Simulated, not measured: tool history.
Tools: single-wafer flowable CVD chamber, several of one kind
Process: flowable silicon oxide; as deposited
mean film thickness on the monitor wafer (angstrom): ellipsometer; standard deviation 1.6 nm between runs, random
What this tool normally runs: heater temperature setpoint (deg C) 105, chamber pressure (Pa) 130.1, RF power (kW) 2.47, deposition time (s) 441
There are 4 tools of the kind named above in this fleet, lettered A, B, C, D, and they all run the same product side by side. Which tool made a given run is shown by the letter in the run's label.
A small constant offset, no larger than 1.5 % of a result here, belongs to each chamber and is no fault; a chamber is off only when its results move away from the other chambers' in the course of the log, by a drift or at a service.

| run | hour | heater temperature setpoint (deg C) | chamber pressure (Pa) | RF power (kW) | deposition time (s) | hours since the last thermocouple change | hours since the last RF generator calibration | hours since the last manometer calibration | read-back reference wafer on the same gauge, thickness_nm | mean film thickness on the monitor wafer (angstrom) |
|---|---|---|---|---|---|---|---|---|---|---|
| 1A | 11.8 | 105 | 130.1 | 2.47 | 441 | 1552.1 | 542.4 | 995.4 | 343.16 | 3026.7 |
| 2B | 21.4 | 105 | 130.1 | 2.47 | 441 | 1104.9 | 35.8 | 843.9 | 343.01 | 2981.3 |
| 3D | 28.5 | 105 | 130.1 | 2.47 | 441 | 1110.9 | 86.6 | 775.2 | 342.87 | 3005.3 |
| 4C | 41.7 | 105 | 130.1 | 2.47 | 441 | 658.8 | 1135.3 | 989.2 | 342.77 | 3021.7 |
| 5C | 49.3 | 105 | 130.1 | 2.47 | 441 | 666.4 | 1142.9 | 996.8 | 343.1 | 3002.5 |
| 6B | 63.1 | 105 | 130.1 | 2.47 | 441 | 1146.6 | 77.5 | 885.6 | 343.19 | 2959 |
| 7A | 75.2 | 105 | 130.1 | 2.47 | 441 | 1615.5 | 605.8 | 1058.8 | 342.81 | 3047.3 |
| 8D | 81.4 | 105 | 130.1 | 2.47 | 441 | 1163.8 | 139.5 | 828.1 | 343.12 | 3003.8 |
| 9A | 93.9 | 105 | 109.1 | 2.47 | 400 | 1634.2 | 624.5 | 1077.5 | 343.36 | 2179.9 |
| 10D | 105.7 | 105 | 109.1 | 2.47 | 400 | 1188.1 | 163.8 | 852.4 | 342.74 | 2167.4 |
| 11C | 112 | 105 | 109.1 | 2.47 | 400 | 729.1 | 1205.6 | 1059.5 | 343.22 | 2165.2 |
| 12B | 124.2 | 105 | 109.1 | 2.47 | 400 | 1207.7 | 138.6 | 946.7 | 342.82 | 2182.6 |
| 13B | 133 | 105 | 130.1 | 2.47 | 441 | 1216.5 | 147.4 | 955.5 | 342.91 | 2986.8 |
| 14C | 144.7 | 105 | 130.1 | 2.47 | 441 | 761.8 | 1238.3 | 1092.2 | 343.19 | 2955.2 |
| 15D | 153.2 | 105 | 130.1 | 2.47 | 441 | 1235.6 | 211.3 | 899.9 | 343.18 | 3017.2 |
| 16A | 161.2 | 105 | 130.1 | 2.47 | 441 | 1701.5 | 691.8 | 1144.8 | 343.25 | 3042.5 |
| 17D | 169.9 | 105 | 130.1 | 2.47 | 441 | 1252.3 | 228 | 916.6 | 343.33 | 2980.7 |
| 18A | 179.5 | 105 | 130.1 | 2.47 | 441 | 1719.8 | 710.1 | 1163.1 | 342.74 | 3023.3 |
| 19C | 189.8 | 105 | 130.1 | 2.47 | 441 | 806.9 | 1283.4 | 1137.3 | 342.71 | 2953.1 |
| 20B | 198.4 | 105 | 130.1 | 2.47 | 441 | 1281.9 | 212.8 | 1020.9 | 342.76 | 2985.6 |
| 21A | 209.5 | 105 | 130.1 | 2.47 | 441 | 1749.8 | 740.1 | 1193.1 | 342.82 | 3049 |
|  | 210.8 | chamber A: capacitance manometer re-zeroed and calibrated |
| 22D | 219.7 | 105 | 130.1 | 2.47 | 441 | 1302.1 | 277.8 | 966.4 | 343.1 | 2990.5 |
|  | 222.8 | chamber C: RF generator calibrated |
| 23B | 230 | 105 | 130.1 | 2.47 | 441 | 1313.5 | 244.4 | 1052.5 | 343.21 | 2994.8 |
| 24C | 242.5 | 105 | 157.6 | 2.47 | 441 | 859.6 | 19.8 | 1190 | 343.15 | 3617.1 |
| 25D | 252.1 | 105 | 157.6 | 2.47 | 441 | 1334.5 | 310.2 | 998.8 | 342.99 | 3706.5 |
| 26A | 261.6 | 105 | 157.6 | 2.47 | 441 | 1801.9 | 792.2 | 50.9 | 343.47 | 3761.3 |
| 27C | 272.4 | 105 | 157.6 | 2.47 | 441 | 889.5 | 49.7 | 1219.9 | 342.65 | 3642.2 |
| 28B | 281.8 | 105 | 130.1 | 2.47 | 441 | 1365.3 | 296.2 | 1104.3 | 342.87 | 2987.6 |
| 29A | 295.5 | 105 | 130.1 | 2.47 | 441 | 1835.8 | 826.1 | 84.8 | 343.17 | 3071.8 |
|  | 298.1 | chamber A: thermocouple changed; heater temperature recalibrated |
| 30C | 301.8 | 105 | 130.1 | 2.47 | 441 | 918.9 | 79.1 | 1249.3 | 342.45 | 2872.1 |
| 31B | 310.4 | 105 | 130.1 | 2.47 | 441 | 1393.9 | 324.8 | 1132.9 | 343.23 | 2982.2 |
| 32D | 322.3 | 105 | 130.1 | 2.47 | 441 | 1404.7 | 380.4 | 1069 | 343 | 2974.7 |
| 33B | 335.5 | 105 | 130.1 | 2.47 | 441 | 1419 | 349.9 | 1158 | 343.25 | 2979.4 |
| 34C | 346.4 | 105 | 130.1 | 2.47 | 441 | 963.5 | 123.7 | 1293.9 | 342.83 | 2874.3 |
| 35A | 355 | 105 | 130.1 | 2.47 | 441 | 56.9 | 885.6 | 144.3 | 342.95 | 3005.6 |
| 36D | 367 | 105 | 130.1 | 2.47 | 441 | 1449.4 | 425.1 | 1113.7 | 343.24 | 2975.8 |

The same settings go to every chamber for the next run, one line per chamber below. Forecast the results for each:
| 37A | 376.9 | 105 | 130.1 | 2.24 | 441 |  |  |  |  | ? |
| 37B | 376.9 | 105 | 130.1 | 2.24 | 441 |  |  |  |  | ? |
| 37C | 376.9 | 105 | 130.1 | 2.24 | 441 |  |  |  |  | ? |
| 37D | 376.9 | 105 | 130.1 | 2.24 | 441 |  |  |  |  | ? |

| run | mean film thickness on the monitor wafer (angstrom) |
|---|---|
| 37A | 2982.1 |
| 37B | 2945.5 |
| 37C | 2834.7 |
| 37D | 2945.9 |
